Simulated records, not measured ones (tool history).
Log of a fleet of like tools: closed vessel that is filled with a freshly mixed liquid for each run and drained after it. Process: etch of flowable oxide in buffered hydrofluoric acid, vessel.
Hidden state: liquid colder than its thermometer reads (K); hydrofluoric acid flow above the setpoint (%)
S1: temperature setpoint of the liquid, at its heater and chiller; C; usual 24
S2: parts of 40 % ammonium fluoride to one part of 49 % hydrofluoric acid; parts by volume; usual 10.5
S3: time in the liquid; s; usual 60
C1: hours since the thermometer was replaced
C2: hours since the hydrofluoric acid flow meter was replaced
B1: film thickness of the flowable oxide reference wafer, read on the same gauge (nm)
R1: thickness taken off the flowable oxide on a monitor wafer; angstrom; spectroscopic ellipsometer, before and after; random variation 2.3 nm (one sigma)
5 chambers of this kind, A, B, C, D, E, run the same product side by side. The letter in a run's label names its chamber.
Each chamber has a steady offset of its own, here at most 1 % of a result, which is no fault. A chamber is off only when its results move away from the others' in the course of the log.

run	day	S1	S2	S3	C1	C2	B1	R1
1C	0.512	24	10.5	60	165	121.6	110.01	2776.3
2B	0.871	24	10.5	60	307.1	109.2	110.01	2758.5
3E	1.179	24	10.5	60	356.9	340.9	109.98	2802
4A	1.771	24	10.5	60	597.5	397	110.03	2773.4
5D	2.258	24	10.5	60	712.6	235.7	110.01	2805.9
6B	2.933	24	10.5	60	356.6	158.7	110.01	2774.2
7C	3.625	24	10.5	60	239.7	196.3	110.02	2804.2
8D	3.95	24	10.5	60	753.2	276.3	110	2778
9E	4.512	24	10.5	60	436.9	420.9	110.02	2807.3
10A	4.829	24	10.5	60	670.9	470.4	109.99	2817.5
11A	5.412	24	10.5	60	684.9	484.4	110.01	2780.4
12D	6.021	21.5	10.5	90	802.9	326	110	3715.1
13E	6.692	21.5	10.5	90	489.2	473.2	109.99	3626.7
14C	7.329	21.5	10.5	90	328.6	285.2	110	3664.4
# day 7.446: chamber D: thermometer replaced
15B	7.896	21.5	10.5	90	475.7	277.8	109.98	3593.4
16D	8.454	21.5	10.5	90	24.3	384.4	109.98	3633.3
17A	9.071	24	10.5	60	772.7	572.2	109.98	2747.7
# day 9.471: chamber A: hydrofluoric acid flow meter replaced
18E	9.762	24	10.5	60	562.9	546.9	109.99	2773.6
19C	10.392	28	12.5	60	402.1	358.7	110	2945.1
# day 10.808: chamber E: thermometer replaced
20B	10.946	28	12.5	60	548.9	351	110.02	2940.2
21D	11.467	28	12.5	60	96.6	456.7	110	2898
22B	11.988	28	12.5	60	573.9	376	110	2906.5
23A	12.571	28	12.5	60	856.7	74.5	110	2901.2
# day 13.017: chamber E: hydrofluoric acid flow meter replaced
24C	13.062	24	10.5	60	466.2	422.8	110	2777
25E	13.571	24	10.5	60	66.3	13.4	110	2776.9
# day 13.817: chamber D: hydrofluoric acid flow meter replaced
26C	14.217	20	10.5	60	493.9	450.5	110	2232.2
27B	14.662	20	10.5	60	638.1	440.2	109.99	2219
28D	15.354	20	10.5	60	189.9	37	110.01	2237.9
29A	15.758	20	10.5	60	933.2	151	110	2213.2
30E	16.433	20	10.5	60	135	82.1	109.99	2207.9
31E	16.842	24	10.5	60	144.8	91.9	110	2790.6
32D	17.217	24	10.5	60	234.6	81.7	110.01	2805.5
33A	17.692	24	10.5	60	979.6	197.4	110.01	2840.3
34C	18.192	24	10.5	60	589.3	545.9	109.99	2757.8
35B	18.646	24	10.5	60	733.7	535.8	110.01	2805
36E	19.121	24	10.5	60	199.5	146.6	110	2761
37C	19.683	24	10.5	60	625.1	581.7	110	2796.8

What goes on in this fleet: one chamber off, a drifting gauge, or nothing beyond the chambers' own small offsets? Name the chamber and the cause, if any.

No chamber stands off beyond its own small offset, and the gauge holds steady.
